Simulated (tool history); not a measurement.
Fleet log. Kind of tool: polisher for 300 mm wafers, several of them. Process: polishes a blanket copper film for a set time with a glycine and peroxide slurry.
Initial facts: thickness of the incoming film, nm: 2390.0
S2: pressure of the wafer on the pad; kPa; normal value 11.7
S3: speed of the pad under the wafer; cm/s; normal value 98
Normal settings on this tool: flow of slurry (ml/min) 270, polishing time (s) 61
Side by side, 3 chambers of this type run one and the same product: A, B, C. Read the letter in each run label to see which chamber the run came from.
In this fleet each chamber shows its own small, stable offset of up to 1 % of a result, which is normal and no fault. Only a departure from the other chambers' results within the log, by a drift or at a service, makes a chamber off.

At day 0.171: chamber B: worn pad replaced by a new one.
Run 1C, day 0.496: usual settings. Result: film removed (nm) 223.85.
At day 0.5: chamber C: slurry nozzle cleaned.
Run 2B, day 1.004: usual settings. Result: film removed (nm) 228.87.
Run 3A, day 1.296: usual settings. Result: film removed (nm) 229.68.
At day 1.496: chamber C: worn pad replaced by a new one.
Run 4C, day 1.683: usual settings. Result: film removed (nm) 227.53.
Run 5B, day 2.158: usual settings but flow of slurry (ml/min) 215, polishing time (s) 74. Result: film removed (nm) 272.
At day 2.175: chamber A: worn pad replaced by a new one.
Run 6A, day 2.712: usual settings but flow of slurry (ml/min) 215, polishing time (s) 74. Result: film removed (nm) 267.47.
Run 7C, day 2.971: usual settings but flow of slurry (ml/min) 215, polishing time (s) 74. Result: film removed (nm) 269.57.
At day 3.467: chamber B: worn pad replaced by a new one.
Run 8A, day 3.508: usual settings. Result: film removed (nm) 227.42.
Run 9B, day 3.821: usual settings. Result: film removed (nm) 225.88.
Run 10B, day 4.167: usual settings. Result: film removed (nm) 225.1.
At day 4.542: chamber C: worn pad replaced by a new one.
Run 11C, day 4.562: usual settings. Result: film removed (nm) 226.36.
Run 12A, day 5.088: usual settings but polishing time (s) 43. Result: film removed (nm) 160.39.
Run 13C, day 5.383: usual settings but polishing time (s) 43. Result: film removed (nm) 159.59.
At day 5.758: chamber C: head pressure recalibrated.
Run 14A, day 5.821: usual settings but polishing time (s) 43. Result: film removed (nm) 160.69.
Run 15B, day 6.304: usual settings but S2 9 kPa. Result: film removed (nm) 182.2.
Run 16B, day 6.683: usual settings but S2 9 kPa. Result: film removed (nm) 178.63.
Run 17C, day 6.962: usual settings but S2 9 kPa. Result: film removed (nm) 187.23.
At day 7.079: chamber B: worn pad replaced by a new one.
Run 18A, day 7.375: usual settings. Result: film removed (nm) 223.43.
At day 7.575: chamber A: worn pad replaced by a new one.
Run 19C, day 7.8: usual settings but flow of slurry (ml/min) 195, polishing time (s) 73. Result: film removed (nm) 261.27.
At day 8.042: chamber C: worn pad replaced by a new one.
Run 20B, day 8.092: usual settings but flow of slurry (ml/min) 195, polishing time (s) 73. Result: film removed (nm) 243.41.
Run 21A, day 8.429: usual settings but flow of slurry (ml/min) 195, polishing time (s) 73. Result: film removed (nm) 264.43.
Run 22A, day 8.804: usual settings but flow of slurry (ml/min) 185, polishing time (s) 52. Result: film removed (nm) 185.12.
Run 23C, day 9.046: usual settings but flow of slurry (ml/min) 185, polishing time (s) 52. Result: film removed (nm) 186.65.

What goes on in this fleet: one chamber off, a drifting gauge, or nothing beyond the chambers' own small offsets? Name the chamber and the cause, if any.

Little by little, chamber B moves away from the other chambers.
Likeliest cause: head's pressure below its setpoint, % = 10.8.

Chamber B could run next with any of the 4 candidate recipes listed below; each alters the usual settings, and their results appear as question marks. Which one brings its results back in line with what the other chambers deliver on the usual settings?
Counts as in line when no further than this from what the other chambers average on the usual settings: film removed (nm) 7.9
Run 24B-1, day 9.446: usual settings but S3 94 cm/s, polishing time (s) 58. Result: film removed (nm) ?.
Run 24B-2, day 9.446: usual settings but S2 12.4 kPa, S3 104 cm/s, polishing time (s) 66. Result: film removed (nm) ?.
Run 24B-3, day 9.446: usual settings but S2 11 kPa, S3 92 cm/s, polishing time (s) 56. Result: film removed (nm) ?.
Run 24B-4, day 9.446: usual settings but S2 12.4 kPa, S3 104 cm/s. Result: film removed (nm) ?.

The mean the other chambers reach with the usual settings: film removed (nm) 227.57
  run  film removed (nm)
24B-1              194.3
24B-2             247.62
24B-3             177.22
24B-4             228.86
24B-4 puts the chamber back in line with the other chambers.
